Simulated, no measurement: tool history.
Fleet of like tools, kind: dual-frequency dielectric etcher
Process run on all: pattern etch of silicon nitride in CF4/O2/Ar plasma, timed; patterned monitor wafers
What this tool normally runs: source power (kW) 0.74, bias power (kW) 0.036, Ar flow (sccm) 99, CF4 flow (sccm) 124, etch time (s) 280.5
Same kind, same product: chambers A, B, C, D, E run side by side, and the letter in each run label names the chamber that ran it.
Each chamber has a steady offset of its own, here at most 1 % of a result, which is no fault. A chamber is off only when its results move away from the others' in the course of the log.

| run | hour | source power (kW) | bias power (kW) | Ar flow (sccm) | CF4 flow (sccm) | etch time (s) | hours since the last wet clean | hours since the last source power generator calibration | hours since the last bias power generator calibration | hours since the last Ar flow controller change | hours since the last CF4 flow controller change | read-back reference wafer on the same gauge, depth_nm | mean etch depth across the wafer (nm) |
|---|---|---|---|---|---|---|---|---|---|---|---|---|---|
| 1A | 5.7 | 0.74 | 0.036 | 99 | 124 | 280.5 | 423.4 | 2483.7 | 213.5 | 3296.5 | 2241 | 563.78 | 692.23 |
| 2D | 11.8 | 0.74 | 0.036 | 99 | 124 | 280.5 | 235.8 | 2537.4 | 2236.6 | 1171 | 76.8 | 563.93 | 686.98 |
| 3E | 17.7 | 0.74 | 0.036 | 99 | 124 | 280.5 | 111.3 | 4583 | 553 | 4534.6 | 1737.8 | 564.12 | 689.34 |
| 4B | 25.3 | 0.74 | 0.036 | 99 | 124 | 280.5 | 309.7 | 811.2 | 2924.9 | 914.9 | 2739.2 | 564.11 | 694.37 |
|  | 28 | chamber A: wet clean of the chamber |
|  | 28.1 | chamber C: Ar flow controller replaced |
| 5C | 29.1 | 0.74 | 0.036 | 99 | 124 | 280.5 | 309.9 | 1067 | 1218.3 | 1 | 846.2 | 563.88 | 686.12 |
| 6D | 34.7 | 0.74 | 0.036 | 99 | 124 | 280.5 | 258.7 | 2560.3 | 2259.5 | 1193.9 | 99.7 | 564.11 | 686.07 |
| 7B | 42.5 | 0.74 | 0.036 | 99 | 124 | 280.5 | 326.9 | 828.4 | 2942.1 | 932.1 | 2756.4 | 563.89 | 693.11 |
| 8C | 49.5 | 0.74 | 0.036 | 99 | 124 | 280.5 | 330.3 | 1087.4 | 1238.7 | 21.4 | 866.6 | 563.58 | 684.93 |
| 9E | 53.5 | 0.74 | 0.036 | 99 | 124 | 280.5 | 147.1 | 4618.8 | 588.8 | 4570.4 | 1773.6 | 563.94 | 686.56 |
| 10A | 57.4 | 0.74 | 0.036 | 99 | 124 | 280.5 | 29.5 | 2535.4 | 265.2 | 3348.2 | 2292.7 | 564.07 | 694.09 |
| 11D | 61.4 | 0.74 | 0.036 | 99 | 124 | 280.5 | 285.4 | 2587 | 2286.2 | 1220.6 | 126.4 | 563.96 | 685.05 |
| 12E | 65.3 | 0.74 | 0.036 | 99 | 124 | 280.5 | 158.9 | 4630.6 | 600.6 | 4582.2 | 1785.4 | 563.91 | 686.52 |
| 13B | 69.8 | 0.74 | 0.036 | 99 | 124 | 280.5 | 354.2 | 855.7 | 2969.4 | 959.4 | 2783.7 | 563.89 | 697.56 |
| 14C | 78.6 | 0.74 | 0.036 | 88 | 96 | 280.5 | 359.4 | 1116.5 | 1267.8 | 50.5 | 895.7 | 563.96 | 674.49 |
| 15A | 85.6 | 0.74 | 0.036 | 88 | 96 | 280.5 | 57.7 | 2563.6 | 293.4 | 3376.4 | 2320.9 | 563.75 | 683.53 |
| 16E | 92 | 0.74 | 0.036 | 88 | 96 | 280.5 | 185.6 | 4657.3 | 627.3 | 4608.9 | 1812.1 | 563.99 | 674.2 |
| 17D | 98.1 | 0.74 | 0.036 | 88 | 96 | 280.5 | 322.1 | 2623.7 | 2322.9 | 1257.3 | 163.1 | 564.11 | 672.28 |
| 18B | 106.7 | 0.74 | 0.036 | 88 | 96 | 280.5 | 391.1 | 892.6 | 3006.3 | 996.3 | 2820.6 | 563.76 | 680.7 |
| 19A | 113.3 | 0.74 | 0.036 | 99 | 124 | 280.5 | 85.4 | 2591.3 | 321.1 | 3404.1 | 2348.6 | 564.18 | 692.56 |
| 20C | 117.6 | 0.74 | 0.036 | 99 | 124 | 280.5 | 398.4 | 1155.5 | 1306.8 | 89.5 | 934.7 | 563.95 | 685.55 |
|  | 123.9 | chamber B: wet clean of the chamber |
| 21B | 124.2 | 0.74 | 0.036 | 99 | 124 | 280.5 | 0.3 | 910.1 | 3023.8 | 1013.8 | 2838.1 | 564.02 | 692.72 |
| 22D | 132.5 | 0.74 | 0.036 | 99 | 124 | 220 | 356.5 | 2658.1 | 2357.3 | 1291.7 | 197.5 | 564.08 | 537.11 |
| 23C | 139.8 | 0.74 | 0.036 | 99 | 124 | 220 | 420.6 | 1177.7 | 1329 | 111.7 | 956.9 | 563.91 | 538.44 |
| 24E | 146.2 | 0.74 | 0.036 | 99 | 124 | 220 | 239.8 | 4711.5 | 681.5 | 4663.1 | 1866.3 | 564.08 | 537.51 |
| 25A | 153.1 | 0.74 | 0.036 | 99 | 124 | 220 | 125.2 | 2631.1 | 360.9 | 3443.9 | 2388.4 | 563.95 | 545.71 |
|  | 155.8 | chamber D: source power generator calibrated |
| 26C | 161.6 | 0.74 | 0.036 | 99 | 124 | 220 | 442.4 | 1199.5 | 1350.8 | 133.5 | 978.7 | 564.48 | 537.69 |
| 27A | 168.7 | 0.74 | 0.036 | 99 | 124 | 280.5 | 140.8 | 2646.7 | 376.5 | 3459.5 | 2404 | 564.25 | 694.14 |
| 28E | 172.7 | 0.74 | 0.036 | 99 | 124 | 280.5 | 266.3 | 4738 | 708 | 4689.6 | 1892.8 | 563.58 | 684.63 |
| 29D | 178.4 | 0.74 | 0.036 | 99 | 124 | 280.5 | 402.4 | 22.6 | 2403.2 | 1337.6 | 243.4 | 563.92 | 675.48 |
| 30B | 186.1 | 0.74 | 0.036 | 99 | 124 | 280.5 | 62.2 | 972 | 3085.7 | 1075.7 | 2900 | 563.78 | 694.38 |
| 31A | 191.3 | 0.74 | 0.036 | 99 | 124 | 280.5 | 163.4 | 2669.3 | 399.1 | 3482.1 | 2426.6 | 564.04 | 692.34 |
| 32C | 198.8 | 0.74 | 0.036 | 99 | 124 | 280.5 | 479.6 | 1236.7 | 1388 | 170.7 | 1015.9 | 564.21 | 684.88 |
| 33B | 203.5 | 0.74 | 0.036 | 99 | 124 | 280.5 | 79.6 | 989.4 | 3103.1 | 1093.1 | 2917.4 | 564.22 | 692.6 |
|  | 206.6 | chamber D: wet clean of the chamber |
| 34D | 211.8 | 0.74 | 0.036 | 99 | 124 | 280.5 | 5.2 | 56 | 2436.6 | 1371 | 276.8 | 564.04 | 674.83 |
|  | 216.1 | chamber E: Ar flow controller replaced |
| 35E | 219 | 0.74 | 0.036 | 99 | 124 | 280.5 | 312.6 | 4784.3 | 754.3 | 2.9 | 1939.1 | 564.1 | 688.5 |
| 36B | 223.3 | 0.74 | 0.036 | 99 | 124 | 280.5 | 99.4 | 1009.2 | 3122.9 | 1112.9 | 2937.2 | 563.84 | 695.35 |
| 37A | 228.5 | 0.74 | 0.036 | 99 | 124 | 280.5 | 200.6 | 2706.5 | 436.3 | 3519.3 | 2463.8 | 564.11 | 692.3 |
|  | 231.2 | chamber E: source power generator calibrated |
| 38C | 235 | 0.62 | 0.036 | 99 | 124 | 308 | 515.8 | 1272.9 | 1424.2 | 206.9 | 1052.1 | 563.9 | 643.26 |
| 39E | 243 | 0.62 | 0.036 | 99 | 124 | 308 | 336.6 | 11.8 | 778.3 | 26.9 | 1963.1 | 564.14 | 645.93 |

Read the log: is a single chamber off, either drifting away or since a service, is the gauge that measures every chamber drifting, or is nothing wrong beyond small per-chamber offsets? Name any odd chamber and what most likely caused it.

A service on chamber D put it out of line with the rest.
Cause: source power that arrives under what is set, % = 1.45.

Here are 4 candidates for chamber D's next run, each the usual settings with a change, their results left as question marks. Which one brings its results back in line with what the others give on the usual settings?
To be in line, a result may differ from the other chambers' mean on the usual settings by at most: mean etch depth across the wafer (nm) 5.5
| 40D-1 | 249.3 | 0.74 | 0.036 | 99 | 124 | 279 |  |  |  |  |  |  | ? |
| 40D-2 | 249.3 | 0.72 | 0.036 | 99 | 124 | 280.5 |  |  |  |  |  |  | ? |
| 40D-3 | 249.3 | 0.74 | 0.036 | 99 | 124 | 282 |  |  |  |  |  |  | ? |
| 40D-4 | 249.3 | 0.74 | 0.036 | 99 | 145 | 280.5 |  |  |  |  |  |  | ? |

Usual-settings mean across the other chambers: mean etch depth across the wafer (nm) 690.74
| run | mean etch depth across the wafer (nm) |
|---|---|
| 40D-1 | 672.43 |
| 40D-2 | 659.58 |
| 40D-3 | 679.66 |
| 40D-4 | 689.56 |
It is 40D-4 that realigns the chamber with its peers.

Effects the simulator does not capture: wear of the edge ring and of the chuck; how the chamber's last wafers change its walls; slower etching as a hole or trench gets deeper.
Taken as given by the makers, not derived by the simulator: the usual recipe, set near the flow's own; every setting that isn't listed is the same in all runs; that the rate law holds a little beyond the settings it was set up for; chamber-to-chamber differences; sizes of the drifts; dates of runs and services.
